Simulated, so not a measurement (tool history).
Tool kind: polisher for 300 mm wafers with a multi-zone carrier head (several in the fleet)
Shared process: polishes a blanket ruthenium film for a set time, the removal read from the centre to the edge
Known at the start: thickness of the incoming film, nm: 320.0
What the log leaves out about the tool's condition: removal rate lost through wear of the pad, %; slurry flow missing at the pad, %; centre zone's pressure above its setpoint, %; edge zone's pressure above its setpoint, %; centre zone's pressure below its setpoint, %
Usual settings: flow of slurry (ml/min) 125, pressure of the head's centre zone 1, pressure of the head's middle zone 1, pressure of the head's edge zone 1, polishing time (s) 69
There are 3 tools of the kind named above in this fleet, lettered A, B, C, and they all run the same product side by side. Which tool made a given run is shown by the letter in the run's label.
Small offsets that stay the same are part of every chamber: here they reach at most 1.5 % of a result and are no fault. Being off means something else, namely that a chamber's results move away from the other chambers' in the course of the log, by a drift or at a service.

run   hour  flow of slurry (ml/min)  pressure of the head's centre zone  pressure of the head's middle zone  pressure of the head's edge zone  polishing time (s)  wafers polished on this pad  hours since the slurry nozzle was cleaned  hours since the centre zone pressure was calibrated  hours since the edge zone pressure was calibrated  film removed at the wafer's centre (angstrom)  film removed at mid-radius (angstrom)  film removed at the wafer's edge (angstrom)
 1B    5.4                      125                                   1                                   1                                 1                  69                          764                                      376.7                                                532.5                                              630.4                                         1202.7                                 1221.9                                       1176.7
 2A   12.8                      125                                   1                                   1                                 1                  69                          356                                      153.1                                                269.6                                               81.6                                         1194.6                                 1182.6                                       1193.9
      19.3  -- chamber B: worn pad replaced by a new one
 3C   21.1                      125                                   1                                   1                                 1                  69                          443                                      653.9                                                  320                                               75.3                                         1193.7                                 1186.3                                       1219.5
 4C   27.8                      125                                   1                                   1                                 1                  69                          535                                      660.6                                                326.7                                                 82                                         1202.7                                 1184.3                                       1213.7
 5A   35.8                      125                                   1                                   1                                 1                  69                          671                                      176.1                                                292.6                                              104.6                                         1193.5                                   1211                                       1211.7
 6B   45.1                      125                                   1                                   1                              1.05                  61                          354                                      416.4                                                572.2                                              670.1                                         1055.2                                 1059.7                                       1084.8
 7A   50.3                      125                                   1                                   1                              1.05                  61                          870                                      190.6                                                307.1                                              119.1                                         1062.9                                 1063.4                                       1116.9
      52.2  -- chamber C: slurry nozzle cleaned
 8B   59.4                      125                                   1                                   1                              1.05                  61                          550                                      430.7                                                586.5                                              684.4                                         1057.4                                 1072.4                                       1076.2
      63.2  -- chamber A: worn pad replaced by a new one
 9C   67.8                      125                                   1                                   1                                 1                  69                         1083                                       15.7                                                366.7                                                122                                         1196.4                                 1200.3                                       1181.6
10A   74.8                      125                                   1                                   1                                 1                  69                          159                                      215.1                                                331.6                                              143.6                                           1155                                 1191.7                                       1195.5
        76  -- chamber B: worn pad replaced by a new one
      77.7  -- chamber C: worn pad replaced by a new one
11C   85.7                      140                                   1                                   1                                 1                  50                          110                                       33.6                                                384.6                                              139.9                                         888.66                                 886.38                                        887.7
        90  -- chamber B: centre zone pressure recalibrated
12B   96.6                      140                                   1                                   1                                 1                  50                          283                                      467.9                                                  6.7                                              721.6                                         881.45                                 884.24                                       897.59
13B  107.5                      140                                   1                                   1                                 1                  50                          432                                      478.8                                                 17.6                                              732.5                                         881.68                                 898.05                                       886.41
14C  115.8                      125                                   1                                0.91                                 1                  69                          523                                       63.7                                                414.7                                                170                                         1202.4                                 1097.3                                       1186.3
15A  123.8                      125                                   1                                0.91                                 1                  69                          831                                      264.1                                                380.6                                              192.6                                         1206.7                                 1105.9                                       1198.9
     125.3  -- chamber A: worn pad replaced by a new one
16A  129.8                      125                                   1                                0.91                                 1                  69                           62                                      270.1                                                386.6                                              198.6                                         1246.8                                 1096.1                                       1190.6
     137.3  -- chamber B: worn pad replaced by a new one
17C  138.2                      125                                   1                                   1                                 1                  69                          830                                       86.1                                                437.1                                              192.4                                         1224.3                                 1183.1                                       1220.7
18B  145.6                      125                                   1                                   1                                 1                  69                          114                                      516.9                                                 55.7                                              770.6                                         1179.5                                 1186.3                                       1202.9
19A  151.3                      125                                   1                                   1                                 1                  69                          357                                      291.6                                                408.1                                              220.1                                         1231.8                                 1200.2                                       1206.2
20C  159.9                      125                                   1                                   1                                 1                  69                         1128                                      107.8                                                458.8                                              214.1                                         1223.5                                 1200.1                                       1201.1
21B    166                      125                                 1.1                                   1                                 1                  82                          394                                      537.3                                                 76.1                                                791                                         1575.1                                 1429.8                                       1398.9
22B  175.8                      125                                 1.1                                   1                                 1                  82                          528                                      547.1                                                 85.9                                              800.8                                         1560.8                                 1432.2                                       1416.8
     180.7  -- chamber C: worn pad replaced by a new one
23A  181.5                      125                                 1.1                                   1                                 1                  82                          771                                      321.8                                                438.3                                              250.3                                         1640.5                                   1442                                       1445.5
24C  187.7                      125                                   1                                0.96                              0.93                  69                           96                                      135.6                                                486.6                                              241.9                                         1204.8                                 1158.1                                       1154.1
     190.5  -- chamber A: worn pad replaced by a new one
     192.1  -- chamber B: worn pad replaced by a new one
25B  194.9                      125                                   1                                0.96                              0.93                  69                           39                                      566.2                                                  105                                              819.9                                         1191.4                                 1153.9                                       1156.8
26A    200                      125                                   1                                0.96                              0.93                  69                          130                                      340.3                                                456.8                                              268.8                                           1258                                 1149.5                                       1178.7
     205.6  -- chamber A: slurry nozzle cleaned
27C  210.4                      155                                   1                                   1                                 1                  69                          407                                      158.3                                                509.3                                              264.6                                         1255.4                                 1249.3                                       1240.7
28C  215.5                      155                                   1                                   1                                 1                  69                          477                                      163.4                                                514.4                                              269.7                                         1262.5                                 1266.2                                       1271.6
29B  222.9                      155                                   1                                   1                                 1                  69                          422                                      594.2                                                  133                                              847.9                                         1263.4                                 1258.4                                       1211.4
30A  229.3                      125                                   1                                0.89                                 1                  69                          532                                       23.7                                                486.1                                              298.1                                         1264.5                                 1081.6                                       1194.6
31C  238.9                      125                                   1                                0.89                                 1                  69                          798                                      186.8                                                537.8                                              293.1                                         1175.1                                 1082.5                                       1204.5
32A  247.1                      125                                   1                                0.89                                 1                  69                          776                                       41.5                                                503.9                                              315.9                                         1287.1                                 1098.2                                       1221.6
     252.3  -- chamber B: worn pad replaced by a new one
33B  256.7                      125                                   1                                   1                                 1                  69                           61                                        628                                                166.8                                              881.7                                         1211.3                                 1217.1                                         1193
       259  -- chamber A: worn pad replaced by a new one
34B  264.4                      125                                   1                                   1                                 1                  69                          166                                      635.7                                                174.5                                              889.4                                         1204.8                                 1197.2                                       1216.3
     267.5  -- chamber C: worn pad replaced by a new one
35C  274.4                      125                                   1                                   1                                 1                  69                           95                                      222.3                                                573.3                                              328.6                                         1204.7                                 1198.2                                       1218.3
36A  284.6                      125                                   1                                   1                                 1                  69                          351                                         79                                                541.4                                              353.4                                         1328.4                                 1201.2                                       1217.8
37B  290.3                      125                                   1                                   1                                 1                  69                          521                                      661.6                                                200.4                                              915.3                                         1185.4                                   1202                                       1198.3
38A  297.3                      125                                   1                                   1                                 1                  69                          525                                       91.7                                                554.1                                              366.1                                         1316.3                                 1218.8                                       1204.2
39C  303.8                      125                                   1                                0.96                                 1                  55                          498                                      251.7                                                602.7                                                358                                         939.15                                 927.38                                       956.59

Decide between three cases: one chamber stands off from its peers, the gauge reading all wafers drifts, or nothing is wrong past each chamber's small offset. Where a chamber is off, say which and what most likely put it there.

One chamber, A, drifts off from the rest bit by bit.
Cause: centre zone's pressure above its setpoint, % = 12.1.

Below are 4 candidate recipes for chamber A's next run, each the usual settings with a change, their results shown as question marks. Which of them brings A's results back in line with what the other chambers give on the usual settings?
Counts as in line when no further than this from what the other chambers average on the usual settings: film removed at the wafer's centre (angstrom) 44; film removed at mid-radius (angstrom) 43; film removed at the wafer's edge (angstrom) 49
40A-1  311.8                      120                                0.96                                1.01                              1.01                  69                                                                                                                                                                                                                              ?                                      ?                                            ?
40A-2  311.8                      130                                1.08                                0.98                              0.97                  70                                                                                                                                                                                                                              ?                                      ?                                            ?
40A-3  311.8                      120                                0.92                                1.02                              1.03                  68                                                                                                                                                                                                                              ?                                      ?                                            ?
40A-4  311.8                      130                                1.04                                0.99                              0.99                  69                                                                                                                                                                                                                              ?                                      ?                                            ?

Average result of the remaining chambers running the usual settings: film removed at the wafer's centre (angstrom) 1195.1; film removed at mid-radius (angstrom) 1194.3; film removed at the wafer's edge (angstrom) 1199.3
  run  film removed at the wafer's centre (angstrom)  film removed at mid-radius (angstrom)  film removed at the wafer's edge (angstrom)
40A-1                                         1276.3                                   1200                                       1205.4
40A-2                                         1498.9                                 1205.9                                       1213.1
40A-3                                         1201.7                                 1193.5                                       1200.3
40A-4                                         1419.5                                 1199.8                                       1208.5
The right change is 40A-3: it brings the chamber back within the allowed miss of the others.
